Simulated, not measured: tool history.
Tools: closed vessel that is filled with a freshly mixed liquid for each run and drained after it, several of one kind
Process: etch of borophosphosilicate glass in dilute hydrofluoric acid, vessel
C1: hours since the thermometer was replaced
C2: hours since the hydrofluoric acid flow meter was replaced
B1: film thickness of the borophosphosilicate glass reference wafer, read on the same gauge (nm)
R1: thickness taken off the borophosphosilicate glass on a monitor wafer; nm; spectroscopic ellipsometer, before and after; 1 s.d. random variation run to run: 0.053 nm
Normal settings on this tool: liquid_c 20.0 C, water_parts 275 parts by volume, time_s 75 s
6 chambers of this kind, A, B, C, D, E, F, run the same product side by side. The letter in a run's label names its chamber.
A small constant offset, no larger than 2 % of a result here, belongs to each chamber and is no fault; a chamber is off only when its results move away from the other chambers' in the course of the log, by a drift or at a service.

{"run": "1D", "hour": 7.8, "liquid_c": 20.0, "water_parts": 275, "time_s": 75, "C1": 182.2, "C2": 763.5, "B1": 110.01, "R1": 8.1738}
{"run": "2C", "hour": 14.6, "liquid_c": 20.0, "water_parts": 275, "time_s": 75, "C1": 532.1, "C2": 293.1, "B1": 109.98, "R1": 8.2584}
{"run": "3E", "hour": 22.6, "liquid_c": 20.0, "water_parts": 275, "time_s": 75, "C1": 32.3, "C2": 402.3, "B1": 110.02, "R1": 8.3745}
{"run": "4B", "hour": 31.3, "liquid_c": 20.0, "water_parts": 275, "time_s": 75, "C1": 719.7, "C2": 1000.8, "B1": 110.0, "R1": 8.27}
{"run": "5F", "hour": 37.4, "liquid_c": 20.0, "water_parts": 275, "time_s": 75, "C1": 1647.4, "C2": 221.1, "B1": 109.97, "R1": 8.1786}
{"run": "6A", "hour": 48.3, "liquid_c": 20.0, "water_parts": 345, "time_s": 35, "C1": 2329.2, "C2": 1269.7, "B1": 109.99, "R1": 2.8769}
{"run": "7F", "hour": 57.0, "liquid_c": 20.0, "water_parts": 345, "time_s": 35, "C1": 1667.0, "C2": 240.7, "B1": 110.01, "R1": 2.8918}
{"hour": 64.3, "done": "chamber B: thermometer replaced"}
{"run": "8C", "hour": 65.7, "liquid_c": 20.0, "water_parts": 345, "time_s": 35, "C1": 583.2, "C2": 344.2, "B1": 109.99, "R1": 2.936}
{"run": "9A", "hour": 73.0, "liquid_c": 20.0, "water_parts": 345, "time_s": 35, "C1": 2353.9, "C2": 1294.4, "B1": 109.99, "R1": 2.8899}
{"run": "10E", "hour": 78.7, "liquid_c": 20.0, "water_parts": 345, "time_s": 35, "C1": 88.4, "C2": 458.4, "B1": 110.0, "R1": 2.916}
{"run": "11B", "hour": 86.8, "liquid_c": 20.0, "water_parts": 345, "time_s": 35, "C1": 22.5, "C2": 1056.3, "B1": 110.01, "R1": 2.8685}
{"run": "12D", "hour": 97.3, "liquid_c": 20.0, "water_parts": 275, "time_s": 75, "C1": 271.7, "C2": 853.0, "B1": 109.98, "R1": 8.1297}
{"run": "13F", "hour": 103.2, "liquid_c": 20.0, "water_parts": 275, "time_s": 75, "C1": 1713.2, "C2": 286.9, "B1": 109.98, "R1": 8.2252}
{"hour": 107.9, "done": "chamber C: hydrofluoric acid flow meter replaced"}
{"run": "14C", "hour": 113.7, "liquid_c": 20.0, "water_parts": 275, "time_s": 75, "C1": 631.2, "C2": 5.8, "B1": 109.99, "R1": 8.3525}
{"run": "15A", "hour": 118.9, "liquid_c": 20.0, "water_parts": 275, "time_s": 75, "C1": 2399.8, "C2": 1340.3, "B1": 110.0, "R1": 8.2302}
{"hour": 122.4, "done": "chamber F: thermometer replaced"}
{"run": "16E", "hour": 126.6, "liquid_c": 17.0, "water_parts": 275, "time_s": 100, "C1": 136.3, "C2": 506.3, "B1": 110.01, "R1": 9.9272}
{"hour": 127.7, "done": "chamber D: hydrofluoric acid flow meter replaced"}
{"run": "17D", "hour": 136.5, "liquid_c": 17.0, "water_parts": 275, "time_s": 100, "C1": 310.9, "C2": 8.8, "B1": 110.01, "R1": 9.7663}
{"run": "18B", "hour": 144.2, "liquid_c": 17.0, "water_parts": 275, "time_s": 100, "C1": 79.9, "C2": 1113.7, "B1": 109.99, "R1": 9.792}
{"run": "19E", "hour": 151.0, "liquid_c": 17.0, "water_parts": 275, "time_s": 100, "C1": 160.7, "C2": 530.7, "B1": 110.01, "R1": 9.8519}
{"run": "20B", "hour": 161.9, "liquid_c": 17.0, "water_parts": 275, "time_s": 100, "C1": 97.6, "C2": 1131.4, "B1": 110.01, "R1": 9.8944}
{"run": "21D", "hour": 169.3, "liquid_c": 17.0, "water_parts": 275, "time_s": 100, "C1": 343.7, "C2": 41.6, "B1": 110.0, "R1": 9.7615}
{"run": "22A", "hour": 178.7, "liquid_c": 24.5, "water_parts": 275, "time_s": 50, "C1": 2459.6, "C2": 1400.1, "B1": 109.96, "R1": 6.4766}
{"hour": 186.7, "done": "chamber A: thermometer replaced"}
{"run": "23F", "hour": 188.4, "liquid_c": 24.5, "water_parts": 275, "time_s": 50, "C1": 66.1, "C2": 372.1, "B1": 110.0, "R1": 6.373}
{"hour": 195.0, "done": "chamber C: thermometer replaced"}
{"run": "24C", "hour": 197.5, "liquid_c": 24.5, "water_parts": 275, "time_s": 50, "C1": 2.5, "C2": 89.6, "B1": 110.02, "R1": 6.5104}
{"run": "25E", "hour": 203.7, "liquid_c": 24.5, "water_parts": 275, "time_s": 50, "C1": 213.4, "C2": 583.4, "B1": 110.01, "R1": 6.5145}
{"hour": 207.1, "done": "chamber B: hydrofluoric acid flow meter replaced"}
{"run": "26F", "hour": 214.7, "liquid_c": 24.5, "water_parts": 275, "time_s": 50, "C1": 92.4, "C2": 398.4, "B1": 110.0, "R1": 6.4147}
{"run": "27D", "hour": 220.7, "liquid_c": 24.5, "water_parts": 275, "time_s": 50, "C1": 395.1, "C2": 93.0, "B1": 109.99, "R1": 6.324}
{"run": "28A", "hour": 231.5, "liquid_c": 17.0, "water_parts": 275, "time_s": 100, "C1": 44.9, "C2": 1452.9, "B1": 110.01, "R1": 9.8179}
{"run": "29C", "hour": 240.5, "liquid_c": 17.0, "water_parts": 275, "time_s": 100, "C1": 45.5, "C2": 132.6, "B1": 110.01, "R1": 9.9549}
{"run": "30B", "hour": 250.8, "liquid_c": 17.0, "water_parts": 275, "time_s": 100, "C1": 186.5, "C2": 43.7, "B1": 110.03, "R1": 9.7823}
{"run": "31B", "hour": 255.6, "liquid_c": 17.0, "water_parts": 275, "time_s": 100, "C1": 191.3, "C2": 48.5, "B1": 110.04, "R1": 9.8454}
{"run": "32E", "hour": 266.1, "liquid_c": 17.0, "water_parts": 275, "time_s": 100, "C1": 275.8, "C2": 645.8, "B1": 109.97, "R1": 9.8509}
{"run": "33A", "hour": 275.4, "liquid_c": 17.0, "water_parts": 275, "time_s": 100, "C1": 88.8, "C2": 1496.8, "B1": 110.01, "R1": 9.805}
{"run": "34C", "hour": 283.0, "liquid_c": 20.0, "water_parts": 150, "time_s": 105, "C1": 88.0, "C2": 175.1, "B1": 109.99, "R1": 24.176}
{"run": "35F", "hour": 288.5, "liquid_c": 20.0, "water_parts": 150, "time_s": 105, "C1": 166.2, "C2": 472.2, "B1": 109.96, "R1": 23.694}
{"run": "36D", "hour": 298.6, "liquid_c": 20.0, "water_parts": 150, "time_s": 105, "C1": 473.0, "C2": 170.9, "B1": 110.01, "R1": 23.061}
{"run": "37A", "hour": 304.2, "liquid_c": 20.0, "water_parts": 150, "time_s": 105, "C1": 117.6, "C2": 1525.6, "B1": 109.98, "R1": 23.777}
{"run": "38C", "hour": 314.8, "liquid_c": 20.0, "water_parts": 150, "time_s": 105, "C1": 119.8, "C2": 206.9, "B1": 109.99, "R1": 24.405}
{"run": "39D", "hour": 324.1, "liquid_c": 20.0, "water_parts": 150, "time_s": 105, "C1": 498.5, "C2": 196.4, "B1": 109.99, "R1": 23.272}

One chamber off, gauge drift, or nothing amiss beyond the chambers' own small offsets? If it is a chamber, which one, and what is the likeliest cause?

The fleet is healthy, with each chamber sitting at its usual small offset and no drift in the gauge.

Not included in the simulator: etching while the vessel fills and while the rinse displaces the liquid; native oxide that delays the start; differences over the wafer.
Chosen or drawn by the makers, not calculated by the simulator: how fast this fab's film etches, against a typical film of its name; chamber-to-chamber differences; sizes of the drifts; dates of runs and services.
